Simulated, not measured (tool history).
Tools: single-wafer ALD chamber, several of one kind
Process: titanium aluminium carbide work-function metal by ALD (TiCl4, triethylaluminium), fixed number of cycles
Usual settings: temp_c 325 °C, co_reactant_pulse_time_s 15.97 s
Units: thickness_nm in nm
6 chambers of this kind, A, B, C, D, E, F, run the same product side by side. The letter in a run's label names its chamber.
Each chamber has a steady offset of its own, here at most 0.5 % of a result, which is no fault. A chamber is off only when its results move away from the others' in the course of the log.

| run | hour | temp_c | co_reactant_pulse_time_s | read-back reference wafer on the same gauge, thickness_nm | thickness_nm |
|---|---|---|---|---|---|
|  | 10.0 | chamber F: triethylaluminium bottle replaced |
| 1A | 10.9 | 325 | 15.97 | 2.2398 | 2.2898 |
| 2C | 21.0 | 325 | 15.97 | 2.2389 | 2.2682 |
|  | 23.9 | chamber D: thermocouple changed; heater temperature recalibrated |
| 3F | 31.7 | 325 | 15.97 | 2.2392 | 2.2931 |
| 4B | 43.9 | 325 | 15.97 | 2.2380 | 2.2847 |
| 5D | 50.4 | 335 | 11.08 | 2.2391 | 2.3416 |
| 6E | 64.2 | 335 | 11.08 | 2.2380 | 2.3286 |
| 7D | 78.5 | 335 | 11.08 | 2.2369 | 2.3381 |
| 8B | 85.8 | 335 | 11.08 | 2.2360 | 2.3318 |
| 9F | 97.9 | 335 | 11.08 | 2.2366 | 2.3407 |
| 10E | 110.6 | 335 | 11.08 | 2.2359 | 2.3361 |
| 11C | 118.3 | 325 | 15.97 | 2.2362 | 2.2623 |
| 12A | 126.6 | 325 | 15.97 | 2.2355 | 2.2839 |
| 13F | 134.8 | 325 | 15.97 | 2.2363 | 2.2942 |
| 14A | 141.1 | 325 | 15.97 | 2.2354 | 2.2873 |
| 15C | 151.8 | 325 | 15.97 | 2.2345 | 2.2672 |
| 16E | 165.3 | 311 | 15.97 | 2.2351 | 2.1524 |
| 17B | 176.5 | 311 | 15.97 | 2.2335 | 2.1603 |
| 18D | 190.5 | 311 | 15.97 | 2.2339 | 2.1479 |
| 19E | 203.3 | 311 | 15.97 | 2.2331 | 2.1505 |
| 20D | 214.5 | 311 | 15.97 | 2.2322 | 2.1539 |
| 21A | 221.0 | 311 | 15.97 | 2.2319 | 2.1519 |
| 22B | 229.3 | 325 | 15.97 | 2.2322 | 2.2790 |
| 23F | 238.1 | 314 | 18.89 | 2.2314 | 2.1879 |
| 24C | 245.7 | 314 | 18.89 | 2.2312 | 2.1642 |
| 25F | 252.8 | 314 | 18.89 | 2.2317 | 2.1920 |
| 26C | 266.3 | 314 | 18.89 | 2.2310 | 2.1670 |
| 27A | 275.1 | 314 | 18.89 | 2.2307 | 2.1848 |
| 28D | 287.1 | 314 | 18.89 | 2.2307 | 2.1819 |
| 29E | 293.6 | 325 | 15.97 | 2.2299 | 2.2797 |
| 30B | 307.2 | 325 | 15.97 | 2.2289 | 2.2808 |
| 31E | 314.8 | 339 | 11.93 | 2.2291 | 2.3731 |
| 32C | 326.2 | 339 | 11.93 | 2.2288 | 2.3624 |
| 33D | 338.8 | 339 | 11.93 | 2.2279 | 2.3764 |
| 34F | 349.0 | 339 | 11.93 | 2.2280 | 2.3871 |
| 35A | 357.5 | 339 | 11.93 | 2.2271 | 2.3771 |
| 36B | 366.7 | 339 | 11.93 | 2.2271 | 2.3677 |
| 37F | 375.5 | 325 | 15.97 | 2.2267 | 2.2834 |
| 38A | 388.4 | 325 | 15.97 | 2.2265 | 2.2711 |

What goes on in this fleet: one chamber off, a drifting gauge, or nothing beyond the chambers' own small offsets? Name the chamber and the cause, if any.

The gauge drifts, so all chambers seem to drift together. No chamber is off.
Cause: gauge reads low (%) = 0.616.

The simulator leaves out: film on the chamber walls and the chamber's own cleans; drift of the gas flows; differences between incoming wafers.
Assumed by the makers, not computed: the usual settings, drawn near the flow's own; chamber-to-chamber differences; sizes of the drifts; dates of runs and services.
